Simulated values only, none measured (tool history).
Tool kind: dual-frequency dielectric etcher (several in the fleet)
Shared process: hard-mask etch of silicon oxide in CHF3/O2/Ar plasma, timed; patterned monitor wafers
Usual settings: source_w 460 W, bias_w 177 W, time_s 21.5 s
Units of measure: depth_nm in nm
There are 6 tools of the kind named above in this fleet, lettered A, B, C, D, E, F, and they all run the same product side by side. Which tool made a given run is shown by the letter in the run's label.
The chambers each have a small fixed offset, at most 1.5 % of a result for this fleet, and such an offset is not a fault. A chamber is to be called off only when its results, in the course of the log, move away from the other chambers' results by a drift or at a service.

run	hour	source_w	bias_w	time_s	read-back reference wafer on the same gauge, depth_nm	depth_nm
1F	10.1	460	177	21.5	34.197	38.296
2E	17.9	460	177	21.5	34.216	38.131
# hour 24.7: chamber A: wet clean of the chamber
3D	24.9	460	177	21.5	34.219	38.486
# hour 31.7: chamber E: wet clean of the chamber
4B	32.2	460	177	21.5	34.214	38.649
5C	41.5	460	177	21.5	34.225	38.065
6A	47.2	460	147	25.0	34.237	41.571
7B	55.7	460	147	25.0	34.239	42.038
8D	63.2	460	147	25.0	34.229	41.991
9C	72.1	460	147	25.0	34.249	41.666
10F	77.1	460	147	25.0	34.262	41.882
11A	82.4	460	147	25.0	34.259	41.697
12E	88.2	460	177	21.5	34.268	38.303
13D	94.6	460	177	21.5	34.275	38.499
14C	104.2	460	177	21.5	34.262	38.247
# hour 106.4: chamber C: wet clean of the chamber
15A	109.1	460	177	21.5	34.271	38.147
16E	116.1	460	139	19.0	34.285	31.172
17F	126.4	460	139	19.0	34.286	31.252
18B	135.0	460	139	19.0	34.289	31.453
19E	139.8	460	139	19.0	34.299	31.111
# hour 144.2: chamber B: wet clean of the chamber
20C	149.7	460	139	19.0	34.298	31.169
21A	159.0	460	139	19.0	34.306	31.188
22B	168.3	460	177	21.5	34.305	38.653
23D	173.6	460	177	21.5	34.328	38.413
24F	181.0	460	177	21.5	34.326	38.365
25C	190.6	460	177	21.5	34.330	38.200
26E	199.9	460	177	21.5	34.333	38.432
27B	205.7	460	177	21.5	34.339	38.694
28D	213.2	460	177	21.5	34.342	38.499
29F	220.9	460	177	21.5	34.356	38.374
30A	226.2	460	177	21.5	34.357	38.288
# hour 226.3: chamber C: bias power generator calibrated
31E	233.3	460	177	21.5	34.352	38.301
# hour 238.3: chamber F: wet clean of the chamber
32C	244.4	460	177	21.5	34.367	38.329
33A	252.6	460	177	21.5	34.368	38.338
34D	258.5	460	177	21.5	34.367	38.489
35B	265.4	460	177	21.5	34.382	38.705
36F	272.9	460	177	21.5	34.388	38.540

Next, all 6 chambers run the settings below, one line each with question marks for the results. What does each chamber give?
37A	280.9	460	177	21.5		?
37B	280.9	460	177	21.5		?
37C	280.9	460	177	21.5		?
37D	280.9	460	177	21.5		?
37E	280.9	460	177	21.5		?
37F	280.9	460	177	21.5		?

run	depth_nm
37A	38.227
37B	38.809
37C	38.366
37D	38.572
37E	38.332
37F	38.479
